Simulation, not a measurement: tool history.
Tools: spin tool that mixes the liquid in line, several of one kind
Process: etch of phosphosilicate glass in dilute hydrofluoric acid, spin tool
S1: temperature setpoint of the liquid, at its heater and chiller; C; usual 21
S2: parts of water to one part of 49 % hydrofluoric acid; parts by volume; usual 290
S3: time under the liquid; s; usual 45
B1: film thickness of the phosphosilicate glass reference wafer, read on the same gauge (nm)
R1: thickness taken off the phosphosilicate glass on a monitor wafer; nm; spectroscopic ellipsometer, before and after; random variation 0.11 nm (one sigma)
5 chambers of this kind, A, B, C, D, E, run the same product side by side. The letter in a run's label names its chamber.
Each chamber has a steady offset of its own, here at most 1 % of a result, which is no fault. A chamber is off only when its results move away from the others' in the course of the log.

run   hour    S1   S2  S3      B1      R1
 1A    5.9    21  290  45  49.993  14.848
 2E   14.8    21  290  45  49.985  14.946
      26.9  -- chamber A: hydrofluoric acid flow meter replaced
 3D     27    21  290  45  50.004  14.916
 4B   35.3    21  290  45  49.989  14.813
 5C   46.6    23  290  45      50  16.046
 6B   57.4    23  290  45  50.009  15.673
 7E   69.2    23  290  45   50.01  15.972
 8D   79.2    23  290  45  50.007  16.258
 9C   88.2    23  290  45  49.995  16.102
10A   95.9    21  215  45  49.991  21.627
11A  105.2    21  215  45   49.99  21.351
12E  115.9    21  215  45      50  21.608
13D  122.6    21  215  45  49.997  21.619
14C  132.7    21  215  45  50.017  21.805
15B  144.2    21  290  45  49.999  14.652
16A    152    21  290  45  49.999  15.001
17B  163.9    21  290  45   50.01  14.796
18C  174.2    21  290  45  50.002  14.823
19D  184.4    21  340  45  50.012  12.543
20E  194.3    21  340  45  50.004  12.212
21D    206    21  340  45  50.013  12.691
22A  215.9    21  340  45  50.005  12.073
23E  221.5    21  340  45  50.014  12.103
24B  227.8    21  290  45  50.015  14.846
25C  233.3    21  290  45   50.02  14.792
26B  243.5    21  290  45  50.015  14.906
     246.3  -- chamber A: thermometer replaced
27E  251.9    21  290  45  50.027  14.893
28A  259.8    21  290  45  50.002  14.936
29C  266.3    21  290  45      50  14.904
30D  276.4    21  290  45  49.994   15.63
     281.3  -- chamber E: hydrofluoric acid flow meter replaced
31E  286.4    21  290  45   49.98  14.758
32A  297.2  22.5  235  45  50.014  20.499
33C    308  22.5  235  45  49.992  20.339
34D  314.7  22.5  235  45  50.022  21.459
35B  326.3  22.5  235  45  49.999  20.757
36C  336.9  22.5  235  45  50.006  20.375
37E  346.4    21  290  45  50.014  14.804
38D  354.8    21  290  45  49.987  15.599
39A    362    21  290  45  49.997   15.16
40B    374    21  290  45  49.987  14.901
41E  381.4    21  290  45  49.988  14.814
42C  389.6    21  290  45  49.992   14.66
43A    396    21  290  45  49.984  15.129

All 5 chambers run these settings next. Forecast each chamber's results:
44A  405.1  21  290  45       ?
44B  405.1  21  290  45       ?
44C  405.1  21  290  45       ?
44D  405.1  21  290  45       ?
44E  405.1  21  290  45       ?

run      R1
44A  15.144
44B  14.659
44C  14.941
44D  15.952
44E  14.824
